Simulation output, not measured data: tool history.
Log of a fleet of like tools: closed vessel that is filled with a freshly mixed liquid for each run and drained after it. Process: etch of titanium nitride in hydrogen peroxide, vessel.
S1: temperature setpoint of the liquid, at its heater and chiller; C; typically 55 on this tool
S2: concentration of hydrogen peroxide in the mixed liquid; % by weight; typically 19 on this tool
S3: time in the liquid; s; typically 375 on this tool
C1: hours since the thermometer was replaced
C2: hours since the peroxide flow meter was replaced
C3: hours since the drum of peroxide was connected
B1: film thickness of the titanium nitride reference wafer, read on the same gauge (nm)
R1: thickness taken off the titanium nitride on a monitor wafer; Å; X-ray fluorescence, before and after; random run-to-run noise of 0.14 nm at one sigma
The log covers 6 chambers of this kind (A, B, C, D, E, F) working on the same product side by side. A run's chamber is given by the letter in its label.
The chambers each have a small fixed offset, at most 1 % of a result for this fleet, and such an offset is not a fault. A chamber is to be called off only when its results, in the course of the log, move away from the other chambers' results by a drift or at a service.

Run 1D, day 0.233: usual settings; C1 106.5; C2 932.1; C3 804.6; B1 140. Result: R1 153.45 Å.
Run 2F, day 0.504: usual settings; C1 35.8; C2 280.2; C3 665.8; B1 139.96. Result: R1 153.77 Å.
Run 3C, day 0.667: usual settings; C1 290.4; C2 446; C3 585.3; B1 140. Result: R1 153.78 Å.
At day 0.842: chamber C: peroxide flow meter replaced.
Run 4E, day 0.842: usual settings; C1 207.1; C2 611.5; C3 711.5; B1 140.02. Result: R1 151.7 Å.
Run 5A, day 1.067: usual settings; C1 41.4; C2 780; C3 315.1; B1 139.97. Result: R1 152.72 Å.
Run 6B, day 1.212: usual settings; C1 100.2; C2 975.5; C3 319.8; B1 140. Result: R1 151.64 Å.
Run 7C, day 1.479: usual settings; C1 309.9; C2 15.4; C3 604.8; B1 140.01. Result: R1 152.05 Å.
Run 8D, day 1.667: usual settings; C1 140.9; C2 966.5; C3 839; B1 139.99. Result: R1 154.9 Å.
Run 9E, day 1.817: usual settings; C1 230.5; C2 634.9; C3 734.9; B1 140. Result: R1 153.05 Å.
Run 10F, day 2.079: usual settings; C1 73.6; C2 318; C3 703.6; B1 140.04. Result: R1 151.56 Å.
Run 11A, day 2.258: usual settings; C1 70; C2 808.6; C3 343.7; B1 140.02. Result: R1 152.51 Å.
Run 12B, day 2.438: usual settings; C1 129.6; C2 1004.9; C3 349.2; B1 140.05. Result: R1 152.06 Å.
Run 13F, day 2.608: usual settings; C1 86.3; C2 330.7; C3 716.3; B1 139.99. Result: R1 152.92 Å.
Run 14E, day 2.804: usual settings; C1 254.2; C2 658.6; C3 758.6; B1 140.01. Result: R1 154.09 Å.
Run 15A, day 2.95: usual settings; C1 86.6; C2 825.2; C3 360.3; B1 140.03. Result: R1 151.01 Å.
Run 16B, day 3.175: usual settings; C1 147.3; C2 1022.6; C3 366.9; B1 140.03. Result: R1 155.18 Å.
Run 17C, day 3.325: usual settings; C1 354.2; C2 59.7; C3 649.1; B1 140. Result: R1 152.5 Å.
Run 18D, day 3.525: usual settings but S1 48 C, S2 22 % by weight; C1 185.5; C2 1011.1; C3 883.6; B1 140. Result: R1 93.521 Å.
Run 19F, day 3.788: usual settings but S1 48 C, S2 22 % by weight; C1 114.6; C2 359; C3 744.6; B1 139.99. Result: R1 95.035 Å.
Run 20C, day 4.067: usual settings but S1 48 C, S2 22 % by weight; C1 372; C2 77.5; C3 666.9; B1 140. Result: R1 95.089 Å.
Run 21A, day 4.2: usual settings but S1 48 C, S2 22 % by weight; C1 116.6; C2 855.2; C3 390.3; B1 140.01. Result: R1 95.657 Å.
Run 22D, day 4.342: usual settings but S1 48 C, S2 22 % by weight; C1 205.1; C2 1030.7; C3 903.2; B1 140.01. Result: R1 95.058 Å.
Run 23E, day 4.492: usual settings but S1 48 C, S2 22 % by weight; C1 294.7; C2 699.1; C3 799.1; B1 140.03. Result: R1 93.818 Å.
Run 24B, day 4.75: usual settings; C1 185.1; C2 1060.4; C3 404.7; B1 140.01. Result: R1 150.99 Å.
Run 25E, day 5.008: usual settings; C1 307.1; C2 711.5; C3 811.5; B1 140.03. Result: R1 148.68 Å.
Run 26A, day 5.142: usual settings but S2 16.5 % by weight, S3 170 s; C1 139.2; C2 877.8; C3 412.9; B1 140.03. Result: R1 67.14 Å.
Run 27B, day 5.312: usual settings but S2 16.5 % by weight, S3 170 s; C1 198.6; C2 1073.9; C3 418.2; B1 139.98. Result: R1 66.618 Å.
Run 28D, day 5.538: usual settings but S2 16.5 % by weight, S3 170 s; C1 233.8; C2 1059.4; C3 931.9; B1 139.98. Result: R1 67.216 Å.
Run 29C, day 5.758: usual settings but S2 16.5 % by weight, S3 170 s; C1 412.6; C2 118.1; C3 707.5; B1 139.97. Result: R1 67.472 Å.
Run 30F, day 5.883: usual settings but S2 16.5 % by weight, S3 170 s; C1 164.9; C2 409.3; C3 794.9; B1 139.93. Result: R1 67.19 Å.
At day 5.95: chamber A: peroxide flow meter replaced.
Run 31F, day 6.058: usual settings but S2 16.5 % by weight, S3 170 s; C1 169.1; C2 413.5; C3 799.1; B1 140.05. Result: R1 67.104 Å.
Run 32E, day 6.204: usual settings; C1 335.8; C2 740.2; C3 840.2; B1 140. Result: R1 146.48 Å.
Run 33C, day 6.354: usual settings; C1 426.9; C2 132.4; C3 721.8; B1 140.01. Result: R1 153.17 Å.
Run 34D, day 6.583: usual settings; C1 258.9; C2 1084.5; C3 957; B1 139.99. Result: R1 153.57 Å.
Run 35A, day 6.846: usual settings; C1 180.1; C2 21.6; C3 453.8; B1 139.99. Result: R1 154.01 Å.
Run 36B, day 7.104: usual settings; C1 241.6; C2 1116.9; C3 461.2; B1 140. Result: R1 149.4 Å.
Run 37D, day 7.358: usual settings; C1 277.5; C2 1103.1; C3 975.6; B1 139.94. Result: R1 153.27 Å.
At day 7.362: chamber B: new drum of peroxide connected.
Run 38E, day 7.633: usual settings; C1 370.1; C2 774.5; C3 874.5; B1 139.97. Result: R1 143.45 Å.
Run 39F, day 7.867: usual settings; C1 212.5; C2 456.9; C3 842.5; B1 140.03. Result: R1 149.88 Å.
Run 40C, day 8.117: usual settings; C1 469.2; C2 174.7; C3 764.1; B1 139.98. Result: R1 152.22 Å.
Run 41B, day 8.375: usual settings; C1 272.1; C2 1147.4; C3 24.3; B1 140.01. Result: R1 154.37 Å.
Run 42A, day 8.608: usual settings but S3 260 s; C1 222.4; C2 63.9; C3 496.1; B1 140.01. Result: R1 104.87 Å.
Run 43B, day 8.742: usual settings but S3 260 s; C1 280.9; C2 1156.2; C3 33.1; B1 140. Result: R1 105.32 Å.
Run 44C, day 9.012: usual settings but S3 260 s; C1 490.7; C2 196.2; C3 785.6; B1 140.06. Result: R1 108.15 Å.

Has any chamber moved away from the others, gradually or after a service, or does the common gauge drift, or do the chambers differ only by their own small steady offsets? State the chamber and the most likely cause if one applies.

Little by little, chamber E moves away from the other chambers.
What lies behind it: liquid colder than its thermometer reads (K) = 1.13.

Here are 4 candidates for chamber E's next run, each the usual settings with a change, their results left as question marks. Which one brings its results back in line with what the others give on the usual settings?
Maximum distance from the other chambers' mean on the usual settings for a result to count as in line: R1 4.8 Å
Run 45E-1, day 9.212: usual settings but S3 370 s. Result: R1 ?.
Run 45E-2, day 9.212: usual settings but S3 380 s. Result: R1 ?.
Run 45E-3, day 9.212: usual settings but S1 54 C. Result: R1 ?.
Run 45E-4, day 9.212: usual settings but S1 56 C. Result: R1 ?.

What the other chambers average on the usual settings: R1 152.18 Å
  run      R1
45E-1  138.53
45E-2  142.27
45E-3  130.72
45E-4  150.63
45E-4 brings the chamber back in line.

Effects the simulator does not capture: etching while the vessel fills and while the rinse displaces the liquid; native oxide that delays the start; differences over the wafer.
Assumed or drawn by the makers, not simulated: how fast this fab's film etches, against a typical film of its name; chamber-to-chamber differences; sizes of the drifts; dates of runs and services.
